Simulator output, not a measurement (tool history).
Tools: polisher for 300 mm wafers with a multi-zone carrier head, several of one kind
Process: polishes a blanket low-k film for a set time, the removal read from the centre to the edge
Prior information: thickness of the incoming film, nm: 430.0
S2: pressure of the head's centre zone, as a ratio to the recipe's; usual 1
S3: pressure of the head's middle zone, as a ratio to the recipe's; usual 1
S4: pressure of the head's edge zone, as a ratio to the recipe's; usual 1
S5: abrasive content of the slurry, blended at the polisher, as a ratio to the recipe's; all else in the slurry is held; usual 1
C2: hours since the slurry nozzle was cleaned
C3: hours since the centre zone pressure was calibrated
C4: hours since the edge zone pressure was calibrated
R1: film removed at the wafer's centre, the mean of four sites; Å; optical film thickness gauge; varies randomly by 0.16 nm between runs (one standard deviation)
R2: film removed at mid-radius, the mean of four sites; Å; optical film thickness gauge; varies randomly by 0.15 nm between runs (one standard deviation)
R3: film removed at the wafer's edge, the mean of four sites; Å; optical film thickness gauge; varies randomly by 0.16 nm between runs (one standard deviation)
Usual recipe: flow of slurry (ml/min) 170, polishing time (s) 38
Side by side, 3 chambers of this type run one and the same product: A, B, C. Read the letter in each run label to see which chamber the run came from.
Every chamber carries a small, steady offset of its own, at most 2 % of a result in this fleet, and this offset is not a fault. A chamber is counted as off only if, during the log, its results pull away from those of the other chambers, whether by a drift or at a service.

run 1C hour=6.7 | flow_of_slurry_(ml/min)=170 S2=1 S3=1 S4=1 S5=1 polishing_time_(s)=38 | wafers_polished_on_this_pad=114 C2=185 C3=1064 C4=189.1 | R1=117.14 R2=117.49 R3=117.74
run 2A hour=19.2 | flow_of_slurry_(ml/min)=170 S2=1 S3=1 S4=1 S5=1 polishing_time_(s)=38 | wafers_polished_on_this_pad=253 C2=249.4 C3=65.1 C4=671.7 | R1=115.08 R2=120.04 R3=117.2
run 3B hour=30.6 | flow_of_slurry_(ml/min)=170 S2=1 S3=1 S4=1 S5=1 polishing_time_(s)=38 | wafers_polished_on_this_pad=495 C2=239.7 C3=76.8 C4=173.8 | R1=118.19 R2=118.12 R3=114.53
run 4A hour=40.4 | flow_of_slurry_(ml/min)=170 S2=1 S3=1 S4=1 S5=1 polishing_time_(s)=38 | wafers_polished_on_this_pad=441 C2=270.6 C3=86.3 C4=692.9 | R1=111.77 R2=115.13 R3=117.25
run 5C hour=50.1 | flow_of_slurry_(ml/min)=170 S2=1 S3=1 S4=1 S5=1 polishing_time_(s)=38 | wafers_polished_on_this_pad=499 C2=228.4 C3=1107.4 C4=232.5 | R1=117.63 R2=118.62 R3=116.34
run 6B hour=60.2 | flow_of_slurry_(ml/min)=170 S2=1 S3=1 S4=1 S5=1 polishing_time_(s)=38 | wafers_polished_on_this_pad=757 C2=269.3 C3=106.4 C4=203.4 | R1=116.99 R2=117.25 R3=114.57
-- hour=68.4 chamber B: worn pad replaced by a new one
run 7A hour=73.6 | flow_of_slurry_(ml/min)=170 S2=1 S3=1 S4=1 S5=1 polishing_time_(s)=38 | wafers_polished_on_this_pad=735 C2=303.8 C3=119.5 C4=726.1 | R1=116.3 R2=120.04 R3=118.02
run 8C hour=83.1 | flow_of_slurry_(ml/min)=170 S2=1 S3=1 S4=1 S5=1 polishing_time_(s)=38 | wafers_polished_on_this_pad=792 C2=261.4 C3=1140.4 C4=265.5 | R1=117.11 R2=118.82 R3=116.21
run 9B hour=90 | flow_of_slurry_(ml/min)=170 S2=1 S3=1 S4=1 S5=1 polishing_time_(s)=38 | wafers_polished_on_this_pad=192 C2=299.1 C3=136.2 C4=233.2 | R1=117.01 R2=114.98 R3=113.71
run 10A hour=97.4 | flow_of_slurry_(ml/min)=170 S2=1 S3=1 S4=1 S5=1 polishing_time_(s)=38 | wafers_polished_on_this_pad=946 C2=327.6 C3=143.3 C4=749.9 | R1=115.03 R2=118.22 R3=116.42
-- hour=98.7 chamber A: slurry nozzle cleaned
-- hour=103.4 chamber A: worn pad replaced by a new one
run 11C hour=110.5 | flow_of_slurry_(ml/min)=170 S2=1 S3=1 S4=1 S5=1 polishing_time_(s)=38 | wafers_polished_on_this_pad=1035 C2=288.8 C3=1167.8 C4=292.9 | R1=117.3 R2=120.04 R3=118.69
-- hour=120 chamber C: worn pad replaced by a new one
run 12B hour=121.3 | flow_of_slurry_(ml/min)=170 S2=1 S3=1 S4=1 S5=1 polishing_time_(s)=38 | wafers_polished_on_this_pad=469 C2=330.4 C3=167.5 C4=264.5 | R1=118.89 R2=114.3 R3=118.08
run 13C hour=134.3 | flow_of_slurry_(ml/min)=170 S2=1 S3=1 S4=1 S5=1 polishing_time_(s)=38 | wafers_polished_on_this_pad=127 C2=312.6 C3=1191.6 C4=316.7 | R1=117.34 R2=118.32 R3=118.49
run 14B hour=141 | flow_of_slurry_(ml/min)=170 S2=1 S3=0.9 S4=1 S5=1 polishing_time_(s)=38 | wafers_polished_on_this_pad=644 C2=350.1 C3=187.2 C4=284.2 | R1=115.69 R2=105.83 R3=116.04
-- hour=145.2 chamber C: centre zone pressure recalibrated
run 15A hour=150.1 | flow_of_slurry_(ml/min)=170 S2=1 S3=0.9 S4=1 S5=1 polishing_time_(s)=38 | wafers_polished_on_this_pad=414 C2=51.5 C3=196 C4=802.6 | R1=116.58 R2=109.09 R3=117.89
-- hour=160 chamber B: worn pad replaced by a new one
run 16B hour=163.2 | flow_of_slurry_(ml/min)=170 S2=1 S3=0.9 S4=1 S5=1 polishing_time_(s)=38 | wafers_polished_on_this_pad=28 C2=372.3 C3=209.4 C4=306.4 | R1=117.39 R2=104.85 R3=116.82
run 17A hour=174.4 | flow_of_slurry_(ml/min)=170 S2=1 S3=1 S4=1 S5=1 polishing_time_(s)=38 | wafers_polished_on_this_pad=629 C2=75.8 C3=220.3 C4=826.9 | R1=118.06 R2=118.03 R3=116.82
run 18C hour=184.4 | flow_of_slurry_(ml/min)=170 S2=1 S3=1 S4=1 S5=1 polishing_time_(s)=38 | wafers_polished_on_this_pad=571 C2=362.7 C3=39.3 C4=366.8 | R1=129.96 R2=116.53 R3=117.47
run 19B hour=196.1 | flow_of_slurry_(ml/min)=170 S2=1 S3=1 S4=1 S5=1 polishing_time_(s)=38 | wafers_polished_on_this_pad=320 C2=405.2 C3=242.3 C4=339.3 | R1=117.56 R2=115.45 R3=115.03
-- hour=197.2 chamber B: slurry nozzle cleaned
-- hour=201.8 chamber B: edge zone pressure recalibrated
run 20A hour=202.8 | flow_of_slurry_(ml/min)=170 S2=1 S3=1 S4=1 S5=1 polishing_time_(s)=38 | wafers_polished_on_this_pad=881 C2=104.2 C3=248.7 C4=855.3 | R1=117.44 R2=117.74 R3=115.88
run 21C hour=211.5 | flow_of_slurry_(ml/min)=170 S2=1 S3=1 S4=1 S5=1 polishing_time_(s)=38 | wafers_polished_on_this_pad=811 C2=389.8 C3=66.4 C4=393.9 | R1=129.38 R2=118.75 R3=118.32
run 22B hour=223.7 | flow_of_slurry_(ml/min)=170 S2=1 S3=1 S4=1 S5=1 polishing_time_(s)=38 | wafers_polished_on_this_pad=565 C2=26.5 C3=269.9 C4=22 | R1=117.77 R2=114.23 R3=118.22
-- hour=230.6 chamber A: worn pad replaced by a new one
run 23A hour=231.8 | flow_of_slurry_(ml/min)=170 S2=1 S3=1 S4=1 S5=1 polishing_time_(s)=38 | wafers_polished_on_this_pad=11 C2=133.2 C3=277.7 C4=884.3 | R1=116.34 R2=118.23 R3=118.04
run 24C hour=245.3 | flow_of_slurry_(ml/min)=170 S2=0.94 S3=1 S4=1 S5=1 polishing_time_(s)=38 | wafers_polished_on_this_pad=1111 C2=423.6 C3=100.2 C4=427.7 | R1=123.99 R2=119.36 R3=118.57
-- hour=248.3 chamber B: worn pad replaced by a new one
run 25A hour=255.4 | flow_of_slurry_(ml/min)=170 S2=0.94 S3=1 S4=1 S5=1 polishing_time_(s)=38 | wafers_polished_on_this_pad=220 C2=156.8 C3=301.3 C4=907.9 | R1=109.43 R2=118.53 R3=117.9
-- hour=259.6 chamber C: worn pad replaced by a new one
run 26C hour=265.3 | flow_of_slurry_(ml/min)=170 S2=0.94 S3=1 S4=1 S5=1 polishing_time_(s)=38 | wafers_polished_on_this_pad=51 C2=443.6 C3=120.2 C4=447.7 | R1=121.59 R2=120.03 R3=118.31
run 27B hour=278.2 | flow_of_slurry_(ml/min)=170 S2=1 S3=1 S4=1 S5=1 polishing_time_(s)=38 | wafers_polished_on_this_pad=265 C2=81 C3=324.4 C4=76.5 | R1=117.77 R2=117.23 R3=117.14
run 28A hour=288.2 | flow_of_slurry_(ml/min)=170 S2=1 S3=1 S4=1 S5=1 polishing_time_(s)=38 | wafers_polished_on_this_pad=511 C2=189.6 C3=334.1 C4=940.7 | R1=117.3 R2=118.72 R3=119.13
run 29B hour=297.9 | flow_of_slurry_(ml/min)=170 S2=0.92 S3=1 S4=1 S5=1 polishing_time_(s)=38 | wafers_polished_on_this_pad=440 C2=100.7 C3=344.1 C4=96.2 | R1=107.95 R2=116.87 R3=116.53
run 30C hour=310.4 | flow_of_slurry_(ml/min)=170 S2=0.92 S3=1 S4=1 S5=1 polishing_time_(s)=38 | wafers_polished_on_this_pad=451 C2=488.7 C3=165.3 C4=492.8 | R1=117.92 R2=119.45 R3=118.13
run 31C hour=322.6 | flow_of_slurry_(ml/min)=170 S2=0.92 S3=1 S4=1 S5=1 polishing_time_(s)=38 | wafers_polished_on_this_pad=559 C2=500.9 C3=177.5 C4=505 | R1=121.87 R2=120 R3=117.6
run 32B hour=331.5 | flow_of_slurry_(ml/min)=150 S2=1 S3=1 S4=1 S5=1.25 polishing_time_(s)=38 | wafers_polished_on_this_pad=738 C2=134.3 C3=377.7 C4=129.8 | R1=126.14 R2=122.96 R3=127.34
run 33A hour=337.5 | flow_of_slurry_(ml/min)=150 S2=1 S3=1 S4=1 S5=1.25 polishing_time_(s)=38 | wafers_polished_on_this_pad=948 C2=238.9 C3=383.4 C4=990 | R1=127.35 R2=129.95 R3=126.85
-- hour=338.1 chamber B: worn pad replaced by a new one
run 34A hour=348 | flow_of_slurry_(ml/min)=150 S2=1 S3=1 S4=1 S5=1.25 polishing_time_(s)=38 | wafers_polished_on_this_pad=1041 C2=249.4 C3=393.9 C4=1000.5 | R1=127.33 R2=128.02 R3=126.84
run 35B hour=355.7 | flow_of_slurry_(ml/min)=170 S2=1 S3=1 S4=1 S5=1 polishing_time_(s)=38 | wafers_polished_on_this_pad=156 C2=158.5 C3=401.9 C4=154 | R1=117.31 R2=117.93 R3=117.13
run 36C hour=363.4 | flow_of_slurry_(ml/min)=170 S2=1 S3=1 S4=1 S5=1 polishing_time_(s)=38 | wafers_polished_on_this_pad=921 C2=541.7 C3=218.3 C4=545.8 | R1=133.39 R2=118.03 R3=119.18
run 37B hour=373.6 | flow_of_slurry_(ml/min)=170 S2=1 S3=1 S4=1 S5=1 polishing_time_(s)=38 | wafers_polished_on_this_pad=315 C2=176.4 C3=419.8 C4=171.9 | R1=117.06 R2=116.48 R3=114.77

Next, all 3 chambers run the settings below, one line each with question marks for the results. What does each chamber give?
run 38A hour=383.6 | flow_of_slurry_(ml/min)=170 S2=1 S3=1 S4=1 S5=1 polishing_time_(s)=38 | R1=? R2=? R3=?
run 38B hour=383.6 | flow_of_slurry_(ml/min)=170 S2=1 S3=1 S4=1 S5=1 polishing_time_(s)=38 | R1=? R2=? R3=?
run 38C hour=383.6 | flow_of_slurry_(ml/min)=170 S2=1 S3=1 S4=1 S5=1 polishing_time_(s)=38 | R1=? R2=? R3=?

run=38A R1=114.8 R2=119.16 R3=116.1
run=38B R1=117.47 R2=115.8 R3=119.85
run=38C R1=130.11 R2=118.6 R3=118.09
